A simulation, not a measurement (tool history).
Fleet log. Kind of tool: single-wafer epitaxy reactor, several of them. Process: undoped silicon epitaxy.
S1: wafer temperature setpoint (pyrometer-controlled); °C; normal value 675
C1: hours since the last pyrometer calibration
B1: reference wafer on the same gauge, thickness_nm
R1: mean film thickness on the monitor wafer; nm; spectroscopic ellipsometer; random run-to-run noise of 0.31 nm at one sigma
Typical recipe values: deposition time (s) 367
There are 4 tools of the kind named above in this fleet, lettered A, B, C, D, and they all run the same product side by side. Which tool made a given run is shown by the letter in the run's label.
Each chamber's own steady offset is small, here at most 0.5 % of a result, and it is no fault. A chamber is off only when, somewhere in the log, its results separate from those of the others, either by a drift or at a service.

run 1B hour=8.2 | S1=675 deposition_time_(s)=367 | C1=184.4 | B1=100.030 | R1=105.290
run 2A hour=14.3 | S1=675 deposition_time_(s)=367 | C1=100.9 | B1=99.989 | R1=104.430
run 3C hour=20.6 | S1=675 deposition_time_(s)=367 | C1=103.0 | B1=100.020 | R1=103.930
run 4D hour=32.8 | S1=675 deposition_time_(s)=367 | C1=1446.9 | B1=100.040 | R1=105.020
run 5A hour=44.9 | S1=675 deposition_time_(s)=367 | C1=131.5 | B1=100.060 | R1=104.510
run 6C hour=52.2 | S1=675 deposition_time_(s)=367 | C1=134.6 | B1=100.030 | R1=103.940
run 7D hour=60.5 | S1=675 deposition_time_(s)=367 | C1=1474.6 | B1=100.000 | R1=105.130
run 8B hour=67.6 | S1=675 deposition_time_(s)=367 | C1=243.8 | B1=100.100 | R1=104.800
run 9B hour=77.1 | S1=675 deposition_time_(s)=367 | C1=253.3 | B1=100.050 | R1=105.400
run 10A hour=83.9 | S1=675 deposition_time_(s)=367 | C1=170.5 | B1=100.050 | R1=105.000
run 11D hour=90.1 | S1=675 deposition_time_(s)=367 | C1=1504.2 | B1=99.995 | R1=104.890
run 12C hour=101.6 | S1=675 deposition_time_(s)=367 | C1=184.0 | B1=100.020 | R1=104.350
run 13C hour=111.8 | S1=675 deposition_time_(s)=367 | C1=194.2 | B1=99.998 | R1=104.030
run 14D hour=119.1 | S1=675 deposition_time_(s)=367 | C1=1533.2 | B1=100.040 | R1=104.880
run 15A hour=127.5 | S1=675 deposition_time_(s)=367 | C1=214.1 | B1=100.080 | R1=105.100
run 16B hour=138.9 | S1=675 deposition_time_(s)=367 | C1=315.1 | B1=99.929 | R1=104.850
run 17D hour=151.4 | S1=675 deposition_time_(s)=367 | C1=1565.5 | B1=99.965 | R1=104.760
run 18B hour=163.9 | S1=675 deposition_time_(s)=367 | C1=340.1 | B1=99.980 | R1=105.360
run 19A hour=171.8 | S1=675 deposition_time_(s)=367 | C1=258.4 | B1=100.020 | R1=103.770
run 20C hour=179.3 | S1=675 deposition_time_(s)=367 | C1=261.7 | B1=100.010 | R1=104.320
run 21C hour=184.9 | S1=663 deposition_time_(s)=316 | C1=267.3 | B1=100.020 | R1=70.457
run 22B hour=192.8 | S1=663 deposition_time_(s)=316 | C1=369.0 | B1=100.090 | R1=70.252
run 23A hour=199.1 | S1=663 deposition_time_(s)=316 | C1=285.7 | B1=99.957 | R1=69.554
run 24D hour=209.5 | S1=663 deposition_time_(s)=316 | C1=1623.6 | B1=100.050 | R1=69.638
-- hour=210.6 chamber D: pyrometer calibrated
run 25C hour=217.4 | S1=675 deposition_time_(s)=367 | C1=299.8 | B1=99.982 | R1=104.830
run 26D hour=227.2 | S1=675 deposition_time_(s)=390 | C1=16.7 | B1=100.070 | R1=111.820
run 27B hour=239.1 | S1=675 deposition_time_(s)=390 | C1=415.3 | B1=100.050 | R1=110.760
run 28A hour=250.2 | S1=675 deposition_time_(s)=390 | C1=336.8 | B1=100.060 | R1=111.000
run 29D hour=256.4 | S1=675 deposition_time_(s)=390 | C1=45.9 | B1=99.968 | R1=111.910
run 30A hour=265.4 | S1=675 deposition_time_(s)=367 | C1=352.0 | B1=100.010 | R1=104.610
run 31B hour=270.8 | S1=675 deposition_time_(s)=367 | C1=447.0 | B1=99.936 | R1=103.990
run 32C hour=280.4 | S1=675 deposition_time_(s)=367 | C1=362.8 | B1=100.110 | R1=104.880
run 33A hour=290.0 | S1=675 deposition_time_(s)=367 | C1=376.6 | B1=99.984 | R1=104.990
run 34B hour=297.0 | S1=675 deposition_time_(s)=367 | C1=473.2 | B1=99.929 | R1=103.690
run 35C hour=305.5 | S1=675 deposition_time_(s)=367 | C1=387.9 | B1=100.030 | R1=104.520
run 36D hour=314.5 | S1=675 deposition_time_(s)=367 | C1=104.0 | B1=99.990 | R1=104.800
run 37D hour=322.2 | S1=675 deposition_time_(s)=367 | C1=111.7 | B1=99.995 | R1=104.730
run 38A hour=330.0 | S1=675 deposition_time_(s)=367 | C1=416.6 | B1=100.030 | R1=104.570
run 39B hour=337.7 | S1=675 deposition_time_(s)=367 | C1=513.9 | B1=99.977 | R1=103.810
run 40C hour=349.5 | S1=675 deposition_time_(s)=367 | C1=431.9 | B1=100.040 | R1=104.620
run 41A hour=361.5 | S1=682 deposition_time_(s)=367 | C1=448.1 | B1=100.030 | R1=121.720
run 42B hour=370.3 | S1=682 deposition_time_(s)=367 | C1=546.5 | B1=100.130 | R1=117.880
run 43C hour=378.5 | S1=682 deposition_time_(s)=367 | C1=460.9 | B1=99.894 | R1=120.510

One chamber off, gauge drift, or nothing amiss beyond the chambers' own small offsets? If it is a chamber, which one, and what is the likeliest cause?

Chamber B drifts away from the others.
Likeliest cause: wafer temperature below the value expected at the setpoint (K) = 1.17.

Here are 4 candidates for chamber B's next run, each the usual settings with a change, their results left as question marks. Which one brings its results back in line with what the others give on the usual settings?
Maximum distance from the other chambers' mean on the usual settings for a result to count as in line: R1 1.100 nm
run 44B-1 hour=387.5 | S1=675 deposition_time_(s)=360 | R1=?
run 44B-2 hour=387.5 | S1=673 deposition_time_(s)=367 | R1=?
run 44B-3 hour=387.5 | S1=676 deposition_time_(s)=367 | R1=?
run 44B-4 hour=387.5 | S1=677 deposition_time_(s)=367 | R1=?

Mean of the other chambers on the usual settings: R1 104.740 nm
run=44B-1 R1=100.590
run=44B-2 R1=98.438
run=44B-3 R1=104.660
run=44B-4 R1=106.810
44B-3 brings the chamber back in line.
